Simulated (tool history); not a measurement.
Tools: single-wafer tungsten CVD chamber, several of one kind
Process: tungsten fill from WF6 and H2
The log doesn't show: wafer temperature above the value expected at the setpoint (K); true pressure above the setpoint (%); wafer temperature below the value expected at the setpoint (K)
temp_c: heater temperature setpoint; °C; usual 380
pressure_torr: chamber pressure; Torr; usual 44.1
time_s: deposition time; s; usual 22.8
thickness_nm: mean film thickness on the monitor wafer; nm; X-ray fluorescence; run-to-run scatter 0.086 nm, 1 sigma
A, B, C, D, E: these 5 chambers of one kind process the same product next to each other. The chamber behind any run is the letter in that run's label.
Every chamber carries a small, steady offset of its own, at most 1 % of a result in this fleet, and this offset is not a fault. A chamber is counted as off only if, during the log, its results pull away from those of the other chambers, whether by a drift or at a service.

run   hour  temp_c  pressure_torr  time_s  hours since the last thermocouple change  hours since the last manometer calibration  read-back reference wafer on the same gauge, thickness_nm  thickness_nm
 1A    8.9     380           44.1    22.8                                     909.8                                        87.4                                                     58.368        53.298
 2B   18.0     380           44.1    22.8                                     652.9                                       460.2                                                     58.396        53.550
 3E   22.8     380           44.1    22.8                                    1122.4                                       602.7                                                     58.352        54.039
 4D   31.4     380           44.1    22.8                                    1690.9                                       376.0                                                     58.350        53.593
 5C   40.8     369           44.1    26.2                                     206.4                                       731.4                                                     58.327        49.842
 6D   45.8     369           44.1    26.2                                    1705.3                                       390.4                                                     58.332        49.053
 7A   55.6     369           44.1    26.2                                     956.5                                       134.1                                                     58.313        48.602
 8C   62.7     369           44.1    26.2                                     228.3                                       753.3                                                     58.302        49.490
 9B   68.3     369           44.1    26.2                                     703.2                                       510.5                                                     58.301        48.672
10E   78.7     380           44.1    22.8                                    1178.3                                       658.6                                                     58.290        53.935
11A   84.8     380           44.1    22.8                                     985.7                                       163.3                                                     58.270        53.192
12D   89.6     380           44.1    22.8                                    1749.1                                       434.2                                                     58.283        53.682
13E   96.2     380           44.1    22.8                                    1195.8                                       676.1                                                     58.258        53.957
14C  104.9     380           44.1    22.8                                     270.5                                       795.5                                                     58.262        53.970
15B  110.1     380           44.1    22.8                                     745.0                                       552.3                                                     58.224        53.426
16C  119.4     380           44.1    22.8                                     285.0                                       810.0                                                     58.244        53.986
17B  124.9     380           44.1    22.8                                     759.8                                       567.1                                                     58.193        53.199
18A  132.6     380           36.0    22.8                                    1033.5                                       211.1                                                     58.179        48.429
19D  138.5     380           36.0    22.8                                    1798.0                                       483.1                                                     58.179        48.653
20E  145.4     380           36.0    22.8                                    1245.0                                       725.3                                                     58.153        48.962
21C  153.1     380           36.0    22.8                                     318.7                                       843.7                                                     58.159        49.200
22A  161.0     380           36.0    22.8                                    1061.9                                       239.5                                                     58.165        48.446
23D  168.5     380           44.1    22.8                                    1828.0                                       513.1                                                     58.140        53.515
24E  176.4     380           44.1    22.8                                    1276.0                                       756.3                                                     58.129        53.879
25B  186.2     380           44.1    22.8                                     821.1                                       628.4                                                     58.102        53.396
26A  194.9     380           44.1    22.8                                    1095.8                                       273.4                                                     58.103        53.075
27C  200.7     373           36.4    22.8                                     366.3                                       891.3                                                     58.099        42.857
     204.8  -- chamber C: capacitance manometer re-zeroed and calibrated
28B  207.8     373           36.4    22.8                                     842.7                                       650.0                                                     58.088        42.117
29E  218.7     373           36.4    22.8                                    1318.3                                       798.6                                                     58.048        42.459
30D  223.7     373           36.4    22.8                                    1883.2                                       568.3                                                     58.044        42.204
31C  229.7     373           36.4    22.8                                     395.3                                        25.0                                                     58.022        42.667
32A  239.5     380           44.1    22.8                                    1140.4                                       318.0                                                     58.054        53.043

Decide between three cases: one chamber stands off from its peers, the gauge reading all wafers drifts, or nothing is wrong past each chamber's small offset. Where a chamber is off, say which and what most likely put it there.

Every chamber seems to shift together because the gauge that measures them all drifts; the chambers themselves are fine.
Likeliest cause: gauge reads low (%) = 0.661.

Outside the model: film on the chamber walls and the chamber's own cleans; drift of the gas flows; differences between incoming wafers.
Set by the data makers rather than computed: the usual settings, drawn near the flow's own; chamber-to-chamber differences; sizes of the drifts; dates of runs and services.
